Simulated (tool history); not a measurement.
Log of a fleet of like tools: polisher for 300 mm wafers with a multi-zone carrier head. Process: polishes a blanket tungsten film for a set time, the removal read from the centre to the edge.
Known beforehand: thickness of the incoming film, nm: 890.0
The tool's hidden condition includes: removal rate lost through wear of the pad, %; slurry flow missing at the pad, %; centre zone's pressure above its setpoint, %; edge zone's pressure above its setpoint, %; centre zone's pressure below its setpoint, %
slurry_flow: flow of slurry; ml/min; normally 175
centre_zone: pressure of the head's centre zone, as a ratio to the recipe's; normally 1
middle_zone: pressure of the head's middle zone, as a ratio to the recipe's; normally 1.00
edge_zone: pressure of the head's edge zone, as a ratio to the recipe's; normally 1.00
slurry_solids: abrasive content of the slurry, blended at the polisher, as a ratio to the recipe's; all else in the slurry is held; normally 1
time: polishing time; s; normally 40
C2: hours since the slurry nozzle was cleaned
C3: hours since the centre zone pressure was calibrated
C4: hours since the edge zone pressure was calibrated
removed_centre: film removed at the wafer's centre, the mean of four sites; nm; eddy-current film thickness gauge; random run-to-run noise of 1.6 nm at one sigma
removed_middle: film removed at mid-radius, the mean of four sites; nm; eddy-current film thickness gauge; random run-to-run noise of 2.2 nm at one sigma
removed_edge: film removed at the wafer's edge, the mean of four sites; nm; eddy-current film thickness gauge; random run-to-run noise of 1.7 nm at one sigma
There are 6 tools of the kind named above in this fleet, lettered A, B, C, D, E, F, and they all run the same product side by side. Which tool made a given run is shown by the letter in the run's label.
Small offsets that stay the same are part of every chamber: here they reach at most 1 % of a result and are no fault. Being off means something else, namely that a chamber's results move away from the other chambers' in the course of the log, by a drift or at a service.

Run 1F, hour 4.9: usual settings; wafers polished on this pad 267; C2 710.4; C3 714.5; C4 99.2. Result: removed_centre 224.52 nm, removed_middle 223.06 nm, removed_edge 222.56 nm.
Run 2A, hour 7.3: usual settings; wafers polished on this pad 508; C2 234.4; C3 370.2; C4 195.4. Result: removed_centre 224.14 nm, removed_middle 227.24 nm, removed_edge 225.03 nm.
Run 3C, hour 10.0: usual settings; wafers polished on this pad 481; C2 20.5; C3 217.5; C4 22.6. Result: removed_centre 223.53 nm, removed_middle 224.78 nm, removed_edge 221.35 nm.
Run 4D, hour 15.2: usual settings; wafers polished on this pad 142; C2 151.6; C3 1255.8; C4 1201.3. Result: removed_centre 222.30 nm, removed_middle 221.20 nm, removed_edge 224.22 nm.
Run 5E, hour 17.7: usual settings; wafers polished on this pad 280; C2 171.1; C3 616.5; C4 117.8. Result: removed_centre 223.87 nm, removed_middle 225.26 nm, removed_edge 220.82 nm.
Run 6B, hour 20.9: usual settings; wafers polished on this pad 428; C2 204.8; C3 216.4; C4 64.8. Result: removed_centre 221.70 nm, removed_middle 223.15 nm, removed_edge 221.96 nm.
At hour 23.9: chamber A: worn pad replaced by a new one.
Run 7C, hour 24.5: usual settings but edge_zone 1.11; wafers polished on this pad 588; C2 35.0; C3 232.0; C4 37.1. Result: removed_centre 225.91 nm, removed_middle 228.72 nm, removed_edge 236.97 nm.
Run 8B, hour 29.6: usual settings but edge_zone 1.11; wafers polished on this pad 492; C2 213.5; C3 225.1; C4 73.5. Result: removed_centre 226.52 nm, removed_middle 222.50 nm, removed_edge 239.32 nm.
Run 9E, hour 32.0: usual settings but edge_zone 1.11; wafers polished on this pad 385; C2 185.4; C3 630.8; C4 132.1. Result: removed_centre 229.84 nm, removed_middle 222.58 nm, removed_edge 238.96 nm.
Run 10F, hour 37.3: usual settings but edge_zone 1.11; wafers polished on this pad 504; C2 742.8; C3 746.9; C4 131.6. Result: removed_centre 221.66 nm, removed_middle 226.15 nm, removed_edge 241.90 nm.
At hour 38.4: chamber B: worn pad replaced by a new one.
Run 11A, hour 42.0: usual settings but edge_zone 1.11; wafers polished on this pad 133; C2 269.1; C3 404.9; C4 230.1. Result: removed_centre 224.65 nm, removed_middle 222.38 nm, removed_edge 237.30 nm.
At hour 43.3: chamber F: slurry nozzle cleaned.
Run 12D, hour 44.6: usual settings but edge_zone 1.11; wafers polished on this pad 357; C2 181.0; C3 1285.2; C4 1230.7. Result: removed_centre 225.29 nm, removed_middle 225.53 nm, removed_edge 239.40 nm.
Run 13F, hour 48.9: usual settings; wafers polished on this pad 589; C2 5.7; C3 758.5; C4 143.2. Result: removed_centre 223.78 nm, removed_middle 225.88 nm, removed_edge 226.66 nm.
At hour 51.1: chamber A: centre zone pressure recalibrated.
Run 14B, hour 52.4: usual settings; wafers polished on this pad 102; C2 236.3; C3 247.9; C4 96.3. Result: removed_centre 219.23 nm, removed_middle 227.01 nm, removed_edge 228.44 nm.
Run 15D, hour 56.2: usual settings; wafers polished on this pad 442; C2 192.6; C3 1296.8; C4 1242.3. Result: removed_centre 225.77 nm, removed_middle 225.32 nm, removed_edge 223.38 nm.
At hour 59.7: chamber F: worn pad replaced by a new one.
Run 16A, hour 60.4: usual settings; wafers polished on this pad 267; C2 287.5; C3 9.3; C4 248.5. Result: removed_centre 223.12 nm, removed_middle 219.65 nm, removed_edge 223.20 nm.
At hour 61.8: chamber C: worn pad replaced by a new one.
Run 17C, hour 63.2: usual settings; wafers polished on this pad 10; C2 73.7; C3 270.7; C4 75.8. Result: removed_centre 225.21 nm, removed_middle 223.84 nm, removed_edge 224.43 nm.
Run 18E, hour 67.4: usual settings; wafers polished on this pad 644; C2 220.8; C3 666.2; C4 167.5. Result: removed_centre 234.35 nm, removed_middle 227.90 nm, removed_edge 222.63 nm.
At hour 69.6: chamber B: slurry nozzle cleaned.
Run 19E, hour 70.1: usual settings; wafers polished on this pad 663; C2 223.5; C3 668.9; C4 170.2. Result: removed_centre 233.03 nm, removed_middle 229.19 nm, removed_edge 223.38 nm.
At hour 74.2: chamber E: worn pad replaced by a new one.
Run 20B, hour 74.7: usual settings; wafers polished on this pad 265; C2 5.2; C3 270.2; C4 118.6. Result: removed_centre 223.52 nm, removed_middle 224.76 nm, removed_edge 222.50 nm.
Run 21F, hour 77.6: usual settings but edge_zone 1.04, time 44 s; wafers polished on this pad 131; C2 34.4; C3 787.2; C4 171.9. Result: removed_centre 248.11 nm, removed_middle 249.76 nm, removed_edge 254.60 nm.
Run 22A, hour 80.4: usual settings but edge_zone 1.04, time 44 s; wafers polished on this pad 413; C2 307.5; C3 29.3; C4 268.5. Result: removed_centre 244.22 nm, removed_middle 247.15 nm, removed_edge 252.62 nm.
Run 23C, hour 85.0: usual settings but edge_zone 1.04, time 44 s; wafers polished on this pad 170; C2 95.5; C3 292.5; C4 97.6. Result: removed_centre 245.86 nm, removed_middle 245.66 nm, removed_edge 249.38 nm.
Run 24D, hour 87.9: usual settings but edge_zone 1.04, time 44 s; wafers polished on this pad 674; C2 224.3; C3 1328.5; C4 1274.0. Result: removed_centre 245.91 nm, removed_middle 239.26 nm, removed_edge 253.90 nm.
Run 25E, hour 90.6: usual settings but edge_zone 1.04, time 44 s; wafers polished on this pad 120; C2 244.0; C3 689.4; C4 190.7. Result: removed_centre 260.87 nm, removed_middle 248.12 nm, removed_edge 252.07 nm.
Run 26D, hour 95.7: usual settings but edge_zone 1.04, time 44 s; wafers polished on this pad 731; C2 232.1; C3 1336.3; C4 1281.8. Result: removed_centre 246.47 nm, removed_middle 243.24 nm, removed_edge 254.37 nm.
Run 27F, hour 100.1: usual settings; wafers polished on this pad 295; C2 56.9; C3 809.7; C4 194.4. Result: removed_centre 223.53 nm, removed_middle 222.50 nm, removed_edge 224.86 nm.
At hour 103.3: chamber B: worn pad replaced by a new one.
Run 28C, hour 103.6: usual settings; wafers polished on this pad 306; C2 114.1; C3 311.1; C4 116.2. Result: removed_centre 225.71 nm, removed_middle 221.26 nm, removed_edge 225.05 nm.
Run 29B, hour 107.4: usual settings; wafers polished on this pad 30; C2 37.9; C3 302.9; C4 151.3. Result: removed_centre 223.73 nm, removed_middle 221.40 nm, removed_edge 225.61 nm.
Run 30A, hour 112.3: usual settings; wafers polished on this pad 647; C2 339.4; C3 61.2; C4 300.4. Result: removed_centre 221.33 nm, removed_middle 229.46 nm, removed_edge 221.92 nm.
Run 31A, hour 116.3: usual settings; wafers polished on this pad 676; C2 343.4; C3 65.2; C4 304.4. Result: removed_centre 219.43 nm, removed_middle 221.94 nm, removed_edge 223.92 nm.
Run 32F, hour 119.7: usual settings; wafers polished on this pad 439; C2 76.5; C3 829.3; C4 214.0. Result: removed_centre 222.42 nm, removed_middle 225.91 nm, removed_edge 223.19 nm.
Run 33C, hour 122.6: usual settings; wafers polished on this pad 445; C2 133.1; C3 330.1; C4 135.2. Result: removed_centre 221.17 nm, removed_middle 227.75 nm, removed_edge 227.32 nm.
Run 34E, hour 126.4: usual settings but time 49 s; wafers polished on this pad 382; C2 279.8; C3 725.2; C4 226.5. Result: removed_centre 297.84 nm, removed_middle 275.30 nm, removed_edge 271.35 nm.
At hour 129.2: chamber D: centre zone pressure recalibrated.
Run 35D, hour 129.8: usual settings but time 49 s; wafers polished on this pad 980; C2 266.2; C3 0.7; C4 1315.9. Result: removed_centre 277.70 nm, removed_middle 274.03 nm, removed_edge 276.09 nm.
Run 36B, hour 132.4: usual settings but time 49 s; wafers polished on this pad 213; C2 62.9; C3 327.9; C4 176.3. Result: removed_centre 275.55 nm, removed_middle 273.89 nm, removed_edge 278.97 nm.
Run 37D, hour 136.6: usual settings but time 49 s; wafers polished on this pad 1030; C2 273.0; C3 7.5; C4 1322.7. Result: removed_centre 273.46 nm, removed_middle 272.26 nm, removed_edge 275.04 nm.

What goes on in this fleet: one chamber off, a drifting gauge, or nothing beyond the chambers' own small offsets? Name the chamber and the cause, if any.

Little by little, chamber E moves away from the other chambers.
What lies behind it: centre zone's pressure above its setpoint, % = 8.03.

Here are 4 candidates for chamber E's next run, each the usual settings with a change, their results left as question marks. Which one brings its results back in line with what the others give on the usual settings?
To be in line, a result may differ from the other chambers' mean on the usual settings by at most: removed_centre 5.50 nm; removed_middle 7.70 nm; removed_edge 5.90 nm
Run 38E-1, hour 140.5: usual settings but slurry_flow 170 ml/min, centre_zone 0.93, middle_zone 1.01, edge_zone 1.03. Result: removed_centre ?, removed_middle ?, removed_edge ?.
Run 38E-2, hour 140.5: usual settings but slurry_flow 180 ml/min, centre_zone 1.08, edge_zone 0.97. Result: removed_centre ?, removed_middle ?, removed_edge ?.
Run 38E-3, hour 140.5: usual settings but slurry_flow 170 ml/min, centre_zone 0.97, edge_zone 1.01. Result: removed_centre ?, removed_middle ?, removed_edge ?.
Run 38E-4, hour 140.5: usual settings but slurry_flow 180 ml/min, centre_zone 1.03, edge_zone 0.99. Result: removed_centre ?, removed_middle ?, removed_edge ?.

The other chambers' mean on the usual settings: removed_centre 223.43 nm; removed_middle 224.30 nm; removed_edge 224.63 nm
  run  removed_centre  removed_middle  removed_edge
38E-1          224.87          225.74        226.08
38E-2          267.50          225.66        220.55
38E-3          235.47          223.67        223.75
38E-4          254.08          225.73        222.93
The answer is 38E-1, which returns the chamber to within the allowed miss of the others.

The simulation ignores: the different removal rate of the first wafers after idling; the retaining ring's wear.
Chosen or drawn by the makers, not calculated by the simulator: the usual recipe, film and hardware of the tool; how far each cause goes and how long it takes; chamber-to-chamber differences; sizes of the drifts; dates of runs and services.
